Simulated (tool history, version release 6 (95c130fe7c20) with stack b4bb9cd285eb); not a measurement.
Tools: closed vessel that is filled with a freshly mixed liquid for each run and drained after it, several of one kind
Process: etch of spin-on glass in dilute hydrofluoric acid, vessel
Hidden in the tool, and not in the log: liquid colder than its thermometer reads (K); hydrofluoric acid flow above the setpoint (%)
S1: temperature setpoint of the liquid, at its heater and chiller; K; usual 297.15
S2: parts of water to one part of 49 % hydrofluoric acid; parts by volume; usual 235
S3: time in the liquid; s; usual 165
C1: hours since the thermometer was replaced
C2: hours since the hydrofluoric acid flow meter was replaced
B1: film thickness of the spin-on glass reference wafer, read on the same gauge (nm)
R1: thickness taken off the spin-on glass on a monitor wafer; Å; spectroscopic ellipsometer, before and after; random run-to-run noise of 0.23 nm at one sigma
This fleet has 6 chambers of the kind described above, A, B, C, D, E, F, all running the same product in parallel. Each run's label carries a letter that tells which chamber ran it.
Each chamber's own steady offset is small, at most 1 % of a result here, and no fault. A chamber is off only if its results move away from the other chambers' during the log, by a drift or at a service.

run   hour      S1   S2   S3      C1      C2      B1      R1
 1E    4.4  297.15  235  165   423.5    1538  59.987   347.7
 2B     10  297.15  235  165   187.1   460.7  60.008  351.56
 3C   16.5  297.15  235  165     416   512.5  60.007  345.96
 4D   20.9  297.15  235  165  1731.8    1412  59.966  347.98
 5F   26.7  297.15  235  165    94.6  1440.5   60.04  350.54
 6A   30.6  297.15  310  210   456.8  1315.3  59.996  310.65
 7E   37.6  297.15  310  210   456.7  1571.2  59.983  312.36
 8D   41.9  297.15  310  210  1752.8    1433  59.997  311.45
 9F   47.1  297.15  310  210     115  1460.9  60.009  312.27
10C   50.4  297.15  310  210   449.9   546.4  60.003  308.63
11B   56.7  297.15  310  210   233.8   507.4  59.981  313.66
12A   62.3  293.65  345  165   488.5    1347  60.015  186.01
13B   68.4  293.65  345  165   245.5   519.1  59.997  191.06
14E   71.6  293.65  345  165   490.7  1605.2  59.993  187.14
15A   75.9  293.65  345  165   502.1  1360.6   60.01  187.51
16D   82.5  293.65  345  165  1793.4  1473.6  60.015  191.85
17F   89.6  293.65  345  165   157.5  1503.4  60.006   188.5
18C   93.2  297.15  315  165   492.7   589.2  60.008  239.51
19D   96.2  297.15  315  165  1807.1  1487.3  60.009  242.38
20F  102.3  297.15  315  165   170.2  1516.1  60.004  239.78
21B  109.3  297.15  315  165   286.4     560  59.974   242.5
22E  114.1  297.15  315  165   533.2  1647.7  60.013  235.96
23A  118.2  297.15  315  165   544.4  1402.9  60.008  240.01
24C  123.6  297.15  235  165   523.1   619.6  59.996  344.96
25A  128.7  297.15  235  165   554.9  1413.4  59.972  347.09
26E  135.3  297.15  235  165   554.4  1668.9  60.004  339.87
     136.3  -- chamber E: hydrofluoric acid flow meter replaced
27B  139.3  297.15  235  165   316.4     590  59.975  349.82
28D  142.4  297.15  235  165  1853.3  1533.5  60.026  352.72
29C  148.6  297.15  235  165   548.1   644.6  60.027   341.5
30F  153.1  297.15  235  165     221  1566.9  59.994  349.63
31A  157.8  297.15  235  165     584  1442.5  60.004  348.67
32E  163.1  297.15  235  165   582.2    26.9  59.972  337.14
33B  167.7  297.15  235  165   344.8   618.4  60.021  349.08
34C  171.4  297.15  235  165   570.9   667.4  60.015  347.82
35F  175.6  297.15  235  165   243.5  1589.4  59.989  353.78
36D  180.2  297.15  235  165  1891.1  1571.3  59.972     347
37E  185.9  297.15  235  165     605    49.7  59.998  331.83
38A  189.8  297.15  235  165     616  1474.5  60.014  351.21
     193.4  -- chamber D: hydrofluoric acid flow meter replaced
39B  193.6  297.15  235  165   370.7   644.3  59.978  352.01
40F    198  297.15  235  165   265.9  1611.8  60.004  351.24
41C    204  297.15  185  165   603.5     700  59.993  460.22
42D    211  297.15  185  165  1921.9    17.6  60.019  471.55

Next, all 6 chambers run the settings below, one line each with question marks for the results. What does each chamber give?
43A   216  297.15  235  165               ?
43B   216  297.15  235  165               ?
43C   216  297.15  235  165               ?
43D   216  297.15  235  165               ?
43E   216  297.15  235  165               ?
43F   216  297.15  235  165               ?

run      R1
43A  354.09
43B  349.19
43C  349.18
43D  348.64
43E  333.31
43F  354.46

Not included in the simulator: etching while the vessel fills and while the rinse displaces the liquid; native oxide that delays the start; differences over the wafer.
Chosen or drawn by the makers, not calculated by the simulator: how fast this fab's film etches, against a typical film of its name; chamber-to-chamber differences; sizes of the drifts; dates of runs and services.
